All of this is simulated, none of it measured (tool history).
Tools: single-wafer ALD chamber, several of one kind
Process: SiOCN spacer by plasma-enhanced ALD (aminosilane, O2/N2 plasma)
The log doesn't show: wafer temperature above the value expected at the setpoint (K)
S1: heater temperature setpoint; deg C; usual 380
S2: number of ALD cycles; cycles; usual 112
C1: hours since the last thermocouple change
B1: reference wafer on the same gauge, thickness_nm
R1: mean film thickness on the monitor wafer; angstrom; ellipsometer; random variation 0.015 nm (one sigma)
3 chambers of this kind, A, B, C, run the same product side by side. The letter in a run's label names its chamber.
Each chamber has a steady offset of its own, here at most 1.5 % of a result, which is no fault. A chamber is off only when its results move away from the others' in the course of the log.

run 1A hour=6.6 | S1=380 S2=112 | C1=837 | B1=6.8076 | R1=67.845
run 2C hour=19.5 | S1=380 S2=112 | C1=134.7 | B1=6.8125 | R1=67.04
run 3B hour=31.1 | S1=380 S2=112 | C1=1179.8 | B1=6.8119 | R1=66.747
run 4B hour=39.2 | S1=380 S2=112 | C1=1187.9 | B1=6.813 | R1=66.697
run 5A hour=47.7 | S1=380 S2=112 | C1=878.1 | B1=6.8116 | R1=68.085
run 6C hour=54.7 | S1=380 S2=112 | C1=169.9 | B1=6.8132 | R1=66.903
run 7B hour=61.6 | S1=380 S2=112 | C1=1210.3 | B1=6.8098 | R1=66.8
run 8A hour=68.2 | S1=380 S2=112 | C1=898.6 | B1=6.8087 | R1=67.881
run 9C hour=75.4 | S1=380 S2=112 | C1=190.6 | B1=6.8116 | R1=66.822
run 10B hour=87.4 | S1=380 S2=112 | C1=1236.1 | B1=6.8126 | R1=66.701
run 11A hour=100.5 | S1=380 S2=112 | C1=930.9 | B1=6.81 | R1=68.019
run 12C hour=108.6 | S1=380 S2=112 | C1=223.8 | B1=6.8064 | R1=67.113
run 13B hour=121.6 | S1=380 S2=112 | C1=1270.3 | B1=6.8101 | R1=66.568
run 14C hour=130.7 | S1=380 S2=112 | C1=245.9 | B1=6.8111 | R1=67.19
run 15A hour=141.9 | S1=380 S2=112 | C1=972.3 | B1=6.8091 | R1=68.214
run 16C hour=151.6 | S1=380 S2=112 | C1=266.8 | B1=6.8126 | R1=67.118
run 17A hour=158.1 | S1=380 S2=112 | C1=988.5 | B1=6.8088 | R1=68.008
run 18B hour=165.5 | S1=380 S2=112 | C1=1314.2 | B1=6.8102 | R1=66.806
run 19C hour=173.8 | S1=380 S2=112 | C1=289 | B1=6.8103 | R1=67.145
run 20A hour=183.2 | S1=380 S2=112 | C1=1013.6 | B1=6.808 | R1=68.041
run 21B hour=193.1 | S1=380 S2=112 | C1=1341.8 | B1=6.8116 | R1=66.558
run 22A hour=203.4 | S1=380 S2=112 | C1=1033.8 | B1=6.8135 | R1=67.872
run 23B hour=215.1 | S1=380 S2=112 | C1=1363.8 | B1=6.8137 | R1=66.661
run 24C hour=223.7 | S1=380 S2=112 | C1=338.9 | B1=6.812 | R1=66.975
run 25A hour=234.1 | S1=380 S2=112 | C1=1064.5 | B1=6.8099 | R1=67.882
-- hour=238 chamber B: thermocouple changed; heater temperature recalibrated
run 26B hour=240.3 | S1=380 S2=112 | C1=2.3 | B1=6.8097 | R1=66.773
run 27C hour=249.4 | S1=380 S2=112 | C1=364.6 | B1=6.8119 | R1=67.213
run 28B hour=260.5 | S1=380 S2=112 | C1=22.5 | B1=6.8129 | R1=66.67
run 29A hour=271.5 | S1=380 S2=112 | C1=1101.9 | B1=6.8055 | R1=67.831
run 30C hour=282.1 | S1=380 S2=112 | C1=397.3 | B1=6.8112 | R1=66.98
run 31A hour=290.9 | S1=380 S2=112 | C1=1121.3 | B1=6.8073 | R1=68.205
run 32B hour=303.6 | S1=380 S2=112 | C1=65.6 | B1=6.8096 | R1=66.869
run 33C hour=313.6 | S1=380 S2=122 | C1=428.8 | B1=6.8131 | R1=72.702
run 34B hour=324.8 | S1=380 S2=122 | C1=86.8 | B1=6.8111 | R1=72.734
run 35A hour=334.5 | S1=380 S2=122 | C1=1164.9 | B1=6.8129 | R1=74.057
run 36C hour=342 | S1=380 S2=112 | C1=457.2 | B1=6.8089 | R1=67.125
run 37B hour=351.9 | S1=380 S2=112 | C1=113.9 | B1=6.8114 | R1=66.775
run 38C hour=365.1 | S1=380 S2=112 | C1=480.3 | B1=6.8097 | R1=67.112
run 39A hour=371.2 | S1=393 S2=124 | C1=1201.6 | B1=6.8084 | R1=75.16
run 40C hour=382.4 | S1=393 S2=124 | C1=497.6 | B1=6.8116 | R1=74.041
run 41B hour=392.1 | S1=393 S2=124 | C1=154.1 | B1=6.8078 | R1=74.107

What goes on in this fleet: one chamber off, a drifting gauge, or nothing beyond the chambers' own small offsets? Name the chamber and the cause, if any.

No chamber stands off beyond its own small offset, and the gauge holds steady.
